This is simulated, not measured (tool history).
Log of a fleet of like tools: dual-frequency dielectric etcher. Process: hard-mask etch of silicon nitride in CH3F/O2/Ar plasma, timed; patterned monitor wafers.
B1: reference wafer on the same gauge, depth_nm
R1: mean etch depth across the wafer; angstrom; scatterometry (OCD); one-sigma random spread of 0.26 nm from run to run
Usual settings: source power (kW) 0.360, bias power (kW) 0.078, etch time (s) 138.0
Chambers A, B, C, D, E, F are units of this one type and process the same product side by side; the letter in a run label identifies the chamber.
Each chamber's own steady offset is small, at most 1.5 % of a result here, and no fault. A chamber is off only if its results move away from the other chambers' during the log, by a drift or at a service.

-- day=0.112 chamber C: source power generator calibrated
run 1B day=0.396 | source_power_(kW)=0.360 bias_power_(kW)=0.078 etch_time_(s)=138.0 | B1=101.46 | R1=960.29
run 2D day=0.854 | source_power_(kW)=0.360 bias_power_(kW)=0.078 etch_time_(s)=138.0 | B1=101.46 | R1=943.55
run 3F day=1.292 | source_power_(kW)=0.360 bias_power_(kW)=0.078 etch_time_(s)=138.0 | B1=101.44 | R1=947.48
run 4C day=1.742 | source_power_(kW)=0.360 bias_power_(kW)=0.078 etch_time_(s)=138.0 | B1=101.48 | R1=965.16
run 5A day=2.150 | source_power_(kW)=0.360 bias_power_(kW)=0.078 etch_time_(s)=138.0 | B1=101.50 | R1=958.32
run 6E day=2.542 | source_power_(kW)=0.360 bias_power_(kW)=0.078 etch_time_(s)=138.0 | B1=101.44 | R1=948.71
run 7B day=2.917 | source_power_(kW)=0.360 bias_power_(kW)=0.078 etch_time_(s)=138.0 | B1=101.48 | R1=959.58
run 8E day=3.425 | source_power_(kW)=0.360 bias_power_(kW)=0.078 etch_time_(s)=138.0 | B1=101.50 | R1=946.12
-- day=3.533 chamber A: wet clean of the chamber
run 9A day=3.771 | source_power_(kW)=0.360 bias_power_(kW)=0.078 etch_time_(s)=138.0 | B1=101.53 | R1=954.46
run 10C day=4.208 | source_power_(kW)=0.300 bias_power_(kW)=0.078 etch_time_(s)=100.5 | B1=101.50 | R1=654.40
-- day=4.521 chamber C: bias power generator calibrated
run 11D day=4.675 | source_power_(kW)=0.300 bias_power_(kW)=0.078 etch_time_(s)=100.5 | B1=101.52 | R1=641.80
run 12F day=5.142 | source_power_(kW)=0.300 bias_power_(kW)=0.078 etch_time_(s)=100.5 | B1=101.50 | R1=643.70
run 13A day=5.425 | source_power_(kW)=0.300 bias_power_(kW)=0.078 etch_time_(s)=100.5 | B1=101.45 | R1=649.64
-- day=5.796 chamber B: source power generator calibrated
run 14D day=5.796 | source_power_(kW)=0.300 bias_power_(kW)=0.078 etch_time_(s)=100.5 | B1=101.53 | R1=639.24
run 15F day=6.217 | source_power_(kW)=0.300 bias_power_(kW)=0.078 etch_time_(s)=100.5 | B1=101.52 | R1=646.73
run 16C day=6.762 | source_power_(kW)=0.360 bias_power_(kW)=0.078 etch_time_(s)=138.0 | B1=101.47 | R1=960.60
run 17E day=7.225 | source_power_(kW)=0.440 bias_power_(kW)=0.093 etch_time_(s)=138.0 | B1=101.50 | R1=1086.40
run 18B day=7.762 | source_power_(kW)=0.440 bias_power_(kW)=0.093 etch_time_(s)=138.0 | B1=101.51 | R1=1100.50
run 19D day=8.100 | source_power_(kW)=0.440 bias_power_(kW)=0.093 etch_time_(s)=138.0 | B1=101.55 | R1=1076.20
run 20F day=8.433 | source_power_(kW)=0.440 bias_power_(kW)=0.093 etch_time_(s)=138.0 | B1=101.50 | R1=1086.00
run 21B day=8.904 | source_power_(kW)=0.440 bias_power_(kW)=0.093 etch_time_(s)=138.0 | B1=101.43 | R1=1101.40
run 22E day=9.188 | source_power_(kW)=0.440 bias_power_(kW)=0.093 etch_time_(s)=138.0 | B1=101.45 | R1=1089.10
run 23A day=9.742 | source_power_(kW)=0.360 bias_power_(kW)=0.078 etch_time_(s)=138.0 | B1=101.51 | R1=959.32
-- day=9.788 chamber C: wet clean of the chamber
run 24C day=10.262 | source_power_(kW)=0.360 bias_power_(kW)=0.078 etch_time_(s)=138.0 | B1=101.50 | R1=961.16
run 25D day=10.546 | source_power_(kW)=0.360 bias_power_(kW)=0.078 etch_time_(s)=138.0 | B1=101.52 | R1=930.31
run 26A day=10.962 | source_power_(kW)=0.360 bias_power_(kW)=0.078 etch_time_(s)=138.0 | B1=101.48 | R1=955.94
run 27B day=11.262 | source_power_(kW)=0.360 bias_power_(kW)=0.078 etch_time_(s)=138.0 | B1=101.53 | R1=958.18
run 28F day=11.554 | source_power_(kW)=0.360 bias_power_(kW)=0.078 etch_time_(s)=138.0 | B1=101.51 | R1=945.79
run 29E day=12.088 | source_power_(kW)=0.360 bias_power_(kW)=0.078 etch_time_(s)=138.0 | B1=101.56 | R1=951.94
run 30C day=12.542 | source_power_(kW)=0.360 bias_power_(kW)=0.078 etch_time_(s)=138.0 | B1=101.53 | R1=962.13
run 31A day=13.154 | source_power_(kW)=0.360 bias_power_(kW)=0.078 etch_time_(s)=138.0 | B1=101.50 | R1=953.71
run 32C day=13.504 | source_power_(kW)=0.360 bias_power_(kW)=0.071 etch_time_(s)=118.0 | B1=101.46 | R1=797.59
run 33D day=14.067 | source_power_(kW)=0.360 bias_power_(kW)=0.071 etch_time_(s)=118.0 | B1=101.53 | R1=760.85
-- day=14.138 chamber E: wet clean of the chamber
run 34E day=14.400 | source_power_(kW)=0.360 bias_power_(kW)=0.071 etch_time_(s)=118.0 | B1=101.54 | R1=788.54
run 35B day=14.704 | source_power_(kW)=0.360 bias_power_(kW)=0.071 etch_time_(s)=118.0 | B1=101.48 | R1=796.58
run 36F day=15.050 | source_power_(kW)=0.360 bias_power_(kW)=0.071 etch_time_(s)=118.0 | B1=101.47 | R1=783.78
run 37C day=15.529 | source_power_(kW)=0.360 bias_power_(kW)=0.071 etch_time_(s)=118.0 | B1=101.51 | R1=798.49
run 38F day=15.875 | source_power_(kW)=0.360 bias_power_(kW)=0.072 etch_time_(s)=177.0 | B1=101.49 | R1=1186.80

For the next run the whole fleet of 6 chambers uses the same settings. Give each chamber's results:
run 39A day=16.329 | source_power_(kW)=0.360 bias_power_(kW)=0.078 etch_time_(s)=138.0 | R1=?
run 39B day=16.329 | source_power_(kW)=0.360 bias_power_(kW)=0.078 etch_time_(s)=138.0 | R1=?
run 39C day=16.329 | source_power_(kW)=0.360 bias_power_(kW)=0.078 etch_time_(s)=138.0 | R1=?
run 39D day=16.329 | source_power_(kW)=0.360 bias_power_(kW)=0.078 etch_time_(s)=138.0 | R1=?
run 39E day=16.329 | source_power_(kW)=0.360 bias_power_(kW)=0.078 etch_time_(s)=138.0 | R1=?
run 39F day=16.329 | source_power_(kW)=0.360 bias_power_(kW)=0.078 etch_time_(s)=138.0 | R1=?

run=39A R1=954.97
run=39B R1=959.56
run=39C R1=964.16
run=39D R1=913.77
run=39E R1=948.42
run=39F R1=944.87
